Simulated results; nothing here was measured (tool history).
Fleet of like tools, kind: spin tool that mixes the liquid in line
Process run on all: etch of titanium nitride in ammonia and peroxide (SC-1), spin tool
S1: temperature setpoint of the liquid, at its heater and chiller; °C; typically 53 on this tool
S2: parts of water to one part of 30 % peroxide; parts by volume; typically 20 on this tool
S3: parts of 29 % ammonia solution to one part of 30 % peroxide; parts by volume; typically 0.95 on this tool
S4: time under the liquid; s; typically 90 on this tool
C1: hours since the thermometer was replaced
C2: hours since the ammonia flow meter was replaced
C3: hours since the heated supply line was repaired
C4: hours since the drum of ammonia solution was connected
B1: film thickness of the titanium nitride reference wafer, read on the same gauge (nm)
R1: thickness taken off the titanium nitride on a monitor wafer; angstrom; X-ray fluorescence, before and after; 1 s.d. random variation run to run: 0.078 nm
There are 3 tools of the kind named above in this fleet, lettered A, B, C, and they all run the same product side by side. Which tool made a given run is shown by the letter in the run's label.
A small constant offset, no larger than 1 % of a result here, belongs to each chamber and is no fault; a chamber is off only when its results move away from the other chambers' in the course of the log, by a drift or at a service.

run,hour,S1,S2,S3,S4,C1,C2,C3,C4,B1,R1
1B,11,53,20,0.95,90,875.1,357.6,3494.9,533.3,109.99,76.791
2C,17.9,53,20,0.95,90,1667.7,667.4,1938.3,303.8,110.02,76.775
3A,27.9,53,20,0.95,90,863.5,544.1,663.5,955.9,110,77.348
# hour 31.2: chamber C: new drum of ammonia solution connected
4A,37,53,20,0.95,90,872.6,553.2,672.6,965,110.01,75.92
5B,42.3,53,20,0.95,90,906.4,388.9,3526.2,564.6,110.02,77.031
6C,52.3,53,20,0.95,90,1702.1,701.8,1972.7,21.1,110.02,78.024
7B,60.1,48.5,20,0.95,55,924.2,406.7,3544,582.4,110.01,34.896
8A,66.8,48.5,20,0.95,55,902.4,583,702.4,994.8,109.99,33.948
9C,74.9,48.5,20,0.95,55,1724.7,724.4,1995.3,43.7,110.01,35.333
10A,81.3,53,20,0.95,90,916.9,597.5,716.9,1009.3,110,77.917
11B,92.3,53,20,0.95,90,956.4,438.9,3576.2,614.6,110.01,78.967
12C,101.1,53,20,0.95,90,1750.9,750.6,2021.5,69.9,110.03,77.384
# hour 106.8: chamber A: heated supply line repaired
13B,108.9,53,20,0.95,90,973,455.5,3592.8,631.2,110.02,80.694
14C,114.2,53,20,0.95,90,1764,763.7,2034.6,83,109.99,78.104
15A,122.3,53,20,0.95,90,957.9,638.5,15.5,1050.3,109.98,76.955
16C,132.9,53,20,0.95,90,1782.7,782.4,2053.3,101.7,110,77.334
17B,143.7,53,20,0.95,90,1007.8,490.3,3627.6,666,110,80.911
# hour 148.2: chamber B: new drum of ammonia solution connected
# hour 150.7: chamber A: new drum of ammonia solution connected
18A,153.1,53,20,0.95,90,988.7,669.3,46.3,2.5,109.98,76.534
19C,163.7,53,20,0.95,90,1813.5,813.2,2084.1,132.5,110,78.18
20A,174,53,20,0.95,90,1009.6,690.2,67.2,23.4,109.99,76.834
21B,183.2,53,20,0.95,90,1047.3,529.8,3667.1,35.1,110.01,82.194
22A,191.1,53,20,0.95,90,1026.7,707.3,84.3,40.5,109.99,76.877
23B,200.4,53,26.5,0.95,50,1064.5,547,3684.3,52.3,110,39.215
24C,209.9,53,26.5,0.95,50,1859.7,859.4,2130.3,178.7,110,36.156
25C,215,53,26.5,0.95,50,1864.8,864.5,2135.4,183.8,109.97,36.661
26B,223.2,53,20,0.95,90,1087.3,569.8,3707.1,75.1,110.01,84.607
27A,229.4,53,20,0.95,90,1065,745.6,122.6,78.8,110,77.327
28A,238.2,53,20,0.95,90,1073.8,754.4,131.4,87.6,110,77.497

All chambers now run identical settings, listed one chamber a line with results as question marks. What results will each chamber show?
29A,246.2,53,20,0.95,90,,,,,,?
29B,246.2,53,20,0.95,90,,,,,,?
29C,246.2,53,20,0.95,90,,,,,,?

run,R1
29A,76.661
29B,85.89
29C,77.907

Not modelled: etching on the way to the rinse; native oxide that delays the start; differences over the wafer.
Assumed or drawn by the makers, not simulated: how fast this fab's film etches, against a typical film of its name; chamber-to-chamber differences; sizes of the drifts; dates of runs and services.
